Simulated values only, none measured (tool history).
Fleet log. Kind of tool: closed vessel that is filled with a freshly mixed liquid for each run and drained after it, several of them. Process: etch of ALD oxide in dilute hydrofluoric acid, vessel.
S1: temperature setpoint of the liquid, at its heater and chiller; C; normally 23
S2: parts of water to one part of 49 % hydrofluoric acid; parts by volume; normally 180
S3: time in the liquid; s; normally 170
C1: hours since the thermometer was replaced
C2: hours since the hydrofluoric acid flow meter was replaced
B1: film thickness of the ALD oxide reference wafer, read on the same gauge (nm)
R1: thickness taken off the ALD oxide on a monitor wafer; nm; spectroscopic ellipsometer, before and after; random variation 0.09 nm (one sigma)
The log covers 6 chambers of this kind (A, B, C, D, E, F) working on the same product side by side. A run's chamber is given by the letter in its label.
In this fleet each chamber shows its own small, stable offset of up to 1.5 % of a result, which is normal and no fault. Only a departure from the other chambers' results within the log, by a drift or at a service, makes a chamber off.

run,hour,S1,S2,S3,C1,C2,B1,R1
1B,5.3,23,180,170,1255.4,543.3,99.989,17.4440
2C,13.9,23,180,170,1143.8,865.7,100.000,17.3860
# hour 15.9: chamber D: hydrofluoric acid flow meter replaced
3D,21.1,23,180,170,593.8,5.2,99.990,17.2280
4E,26.1,23,180,170,2624.7,884.2,99.981,17.2510
5A,33.4,23,145,170,768.7,484.0,99.986,22.4490
6F,41.0,23,145,170,940.9,1579.2,100.010,21.8950
7B,47.2,23,145,170,1297.3,585.2,99.978,22.4590
8C,54.1,23,145,170,1184.0,905.9,100.030,22.2620
9E,60.0,23,145,170,2658.6,918.1,99.979,22.5480
10A,68.4,23,145,170,803.7,519.0,100.010,22.5800
11F,76.7,23,180,170,976.6,1614.9,99.965,17.0330
12D,84.7,23,180,170,657.4,68.8,100.010,17.2470
# hour 87.2: chamber E: thermometer replaced
13A,93.9,23,180,170,829.2,544.5,99.998,17.3520
# hour 94.5: chamber B: thermometer replaced
14D,101.8,23,180,170,674.5,85.9,99.992,17.0300
15B,106.8,23,180,170,12.4,644.8,100.010,17.3870
16C,113.8,23,180,170,1243.7,965.6,99.985,17.4630
17E,122.1,23,180,170,35.0,980.2,99.977,17.5100
18F,131.8,23,180,170,1031.7,1670.0,99.994,16.9720
19D,137.0,23,180,170,709.7,121.1,99.997,17.4390
20A,142.5,23,140,100,877.8,593.1,100.010,13.6860
21F,147.1,23,140,100,1047.0,1685.3,100.010,13.3440
22B,153.8,23,140,100,59.4,691.8,99.992,13.7090
# hour 158.2: chamber D: thermometer replaced
23E,162.0,23,140,100,74.9,1020.1,99.974,13.6150
24C,169.8,23,140,100,1299.7,1021.6,99.998,13.7240
25B,177.2,23,140,100,82.8,715.2,99.977,13.6620
26D,184.6,23,180,170,26.5,168.7,100.040,17.3370
27C,192.4,23,180,170,1322.3,1044.2,100.000,17.6060
28E,202.1,23,180,170,115.0,1060.2,99.981,16.9960
# hour 202.3: chamber F: thermometer replaced
29A,211.0,23,180,170,946.3,661.6,99.986,17.2810
30F,220.9,23,180,170,18.7,1759.1,100.020,17.2120
31A,230.8,23,95,170,966.1,681.4,99.995,36.1500
32B,235.9,23,95,170,141.5,773.9,100.010,36.6720
33D,244.4,23,95,170,86.3,228.5,99.993,36.0970
34E,253.7,23,95,170,166.6,1111.8,99.986,34.3660
35C,258.2,23,95,170,1388.1,1110.0,99.984,35.9080
36F,267.8,23,95,170,65.6,1806.0,99.981,35.5270
37B,275.4,23,180,170,181.0,813.4,99.987,17.1670
38C,284.9,23,180,170,1414.8,1136.7,99.996,17.3380
39F,293.9,23,180,170,91.7,1832.1,99.998,17.0620
40E,298.5,23,180,170,211.4,1156.6,100.010,16.5300
41D,306.5,23,180,170,148.4,290.6,100.020,17.3560
42A,315.4,19,180,80,1050.7,766.0,100.010,7.0390
43B,319.7,19,180,80,225.3,857.7,100.030,7.0445

Next, all 6 chambers run the settings below, one line each with question marks for the results. What does each chamber give?
44A,326.9,23,180,170,,,,?
44B,326.9,23,180,170,,,,?
44C,326.9,23,180,170,,,,?
44D,326.9,23,180,170,,,,?
44E,326.9,23,180,170,,,,?
44F,326.9,23,180,170,,,,?

run,R1
44A,17.3200
44B,17.3030
44C,17.4450
44D,17.3440
44E,16.3530
44F,17.0040
